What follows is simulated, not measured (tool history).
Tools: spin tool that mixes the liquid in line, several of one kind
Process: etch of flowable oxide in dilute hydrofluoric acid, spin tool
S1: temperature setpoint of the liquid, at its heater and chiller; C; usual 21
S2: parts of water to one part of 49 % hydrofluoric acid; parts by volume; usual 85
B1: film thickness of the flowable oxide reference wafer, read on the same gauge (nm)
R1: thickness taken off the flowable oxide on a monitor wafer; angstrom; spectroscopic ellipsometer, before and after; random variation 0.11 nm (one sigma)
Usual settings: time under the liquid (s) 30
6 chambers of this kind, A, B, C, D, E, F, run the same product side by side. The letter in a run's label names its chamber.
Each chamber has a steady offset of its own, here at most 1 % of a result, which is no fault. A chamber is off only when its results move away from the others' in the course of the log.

Run 1D, hour 2.8: usual settings; B1 80.007. Result: R1 111.77 angstrom.
Run 2B, hour 9.3: usual settings; B1 80.011. Result: R1 109.67 angstrom.
Run 3A, hour 13.1: usual settings; B1 79.995. Result: R1 109.91 angstrom.
Run 4C, hour 17.2: usual settings; B1 80.008. Result: R1 109.01 angstrom.
Run 5E, hour 22.4: usual settings; B1 80.007. Result: R1 112.55 angstrom.
Run 6F, hour 26.5: usual settings; B1 80.003. Result: R1 110.69 angstrom.
Run 7B, hour 30.9: usual settings; B1 79.994. Result: R1 109.33 angstrom.
Run 8C, hour 36.7: usual settings; B1 79.999. Result: R1 111.06 angstrom.
Run 9A, hour 39.9: usual settings; B1 79.999. Result: R1 111.9 angstrom.
Run 10D, hour 45.5: usual settings; B1 79.993. Result: R1 111.22 angstrom.
Run 11E, hour 48.5: usual settings; B1 80.003. Result: R1 111.67 angstrom.
Run 12F, hour 53.9: usual settings but S2 110 parts by volume, time under the liquid (s) 40; B1 79.992. Result: R1 110.42 angstrom.
Run 13A, hour 58.7: usual settings but S2 110 parts by volume, time under the liquid (s) 40; B1 80.013. Result: R1 111.64 angstrom.
Run 14F, hour 62.7: usual settings but S2 110 parts by volume, time under the liquid (s) 40; B1 79.985. Result: R1 111.58 angstrom.
Run 15E, hour 66.6: usual settings but S2 110 parts by volume, time under the liquid (s) 40; B1 80.011. Result: R1 110.68 angstrom.
Run 16D, hour 71.9: usual settings but S2 110 parts by volume, time under the liquid (s) 40; B1 80.001. Result: R1 112.55 angstrom.
Run 17C, hour 77.8: usual settings but S2 110 parts by volume, time under the liquid (s) 40; B1 79.99. Result: R1 114.14 angstrom.
Run 18B, hour 82.3: usual settings; B1 79.996. Result: R1 109.25 angstrom.
Run 19F, hour 85.6: usual settings but S2 100 parts by volume; B1 79.981. Result: R1 92.146 angstrom.
Run 20A, hour 91.2: usual settings but S2 100 parts by volume; B1 80.01. Result: R1 93.199 angstrom.
Run 21C, hour 95.3: usual settings but S2 100 parts by volume; B1 80.006. Result: R1 97.05 angstrom.
Run 22E, hour 99.4: usual settings but S2 100 parts by volume; B1 79.985. Result: R1 92.871 angstrom.
Run 23D, hour 102.2: usual settings but S2 100 parts by volume; B1 79.97. Result: R1 92.307 angstrom.
Run 24B, hour 106.7: usual settings but S2 100 parts by volume; B1 79.972. Result: R1 90.791 angstrom.
Run 25D, hour 112.9: usual settings; B1 80.011. Result: R1 111.79 angstrom.
Run 26C, hour 118.2: usual settings but S2 115 parts by volume, time under the liquid (s) 15; B1 79.992. Result: R1 41.105 angstrom.
Run 27F, hour 121.9: usual settings but S2 115 parts by volume, time under the liquid (s) 15; B1 80.001. Result: R1 39.809 angstrom.
Run 28A, hour 126.5: usual settings but S2 115 parts by volume, time under the liquid (s) 15; B1 80.019. Result: R1 40.298 angstrom.
Run 29E, hour 129.4: usual settings but S2 115 parts by volume, time under the liquid (s) 15; B1 79.983. Result: R1 39.38 angstrom.
Run 30B, hour 133.6: usual settings but S2 115 parts by volume, time under the liquid (s) 15; B1 79.999. Result: R1 38.304 angstrom.
Run 31E, hour 137.2: usual settings but S2 115 parts by volume, time under the liquid (s) 15; B1 79.983. Result: R1 39.752 angstrom.
Run 32A, hour 142.6: usual settings; B1 80.021. Result: R1 109.9 angstrom.
Run 33D, hour 146: usual settings; B1 79.982. Result: R1 111.28 angstrom.
Run 34B, hour 149.3: usual settings; B1 80.03. Result: R1 109.05 angstrom.
Run 35F, hour 153.3: usual settings; B1 79.971. Result: R1 111.84 angstrom.
Run 36C, hour 158.2: usual settings; B1 80.009. Result: R1 119.91 angstrom.
Run 37C, hour 162.1: usual settings; B1 79.985. Result: R1 117.31 angstrom.
Run 38D, hour 165: usual settings; B1 80.019. Result: R1 110.89 angstrom.

Is one chamber off against the others, does the gauge drift, or is nothing wrong? If a chamber is off, say which, and what the likeliest cause is.

Chamber C drifts away from the others.
Cause: hydrofluoric acid flow above the setpoint (%) = 7.08.
The log may not tell that from: liquid hotter than its thermometer reads (K).

Here are 4 candidates for chamber C's next run, each the usual settings with a change, their results left as question marks. Which one brings its results back in line with what the others give on the usual settings?
In line means no further than this from the other chambers' mean on the usual settings: R1 3.7 angstrom
Run 39C-1, hour 169.7: usual settings but S2 90 parts by volume. Result: R1 ?.
Run 39C-2, hour 169.7: usual settings but S1 24.5 C. Result: R1 ?.
Run 39C-3, hour 169.7: usual settings but S1 21.5 C, S2 80 parts by volume. Result: R1 ?.
Run 39C-4, hour 169.7: usual settings but S1 20.5 C, S2 95 parts by volume. Result: R1 ?.

The other chambers' mean on the usual settings: R1 110.45 angstrom
  run      R1
39C-1  111.59
39C-2  136.75
39C-3  129.33
39C-4  103.09
39C-1 brings the chamber back in line.

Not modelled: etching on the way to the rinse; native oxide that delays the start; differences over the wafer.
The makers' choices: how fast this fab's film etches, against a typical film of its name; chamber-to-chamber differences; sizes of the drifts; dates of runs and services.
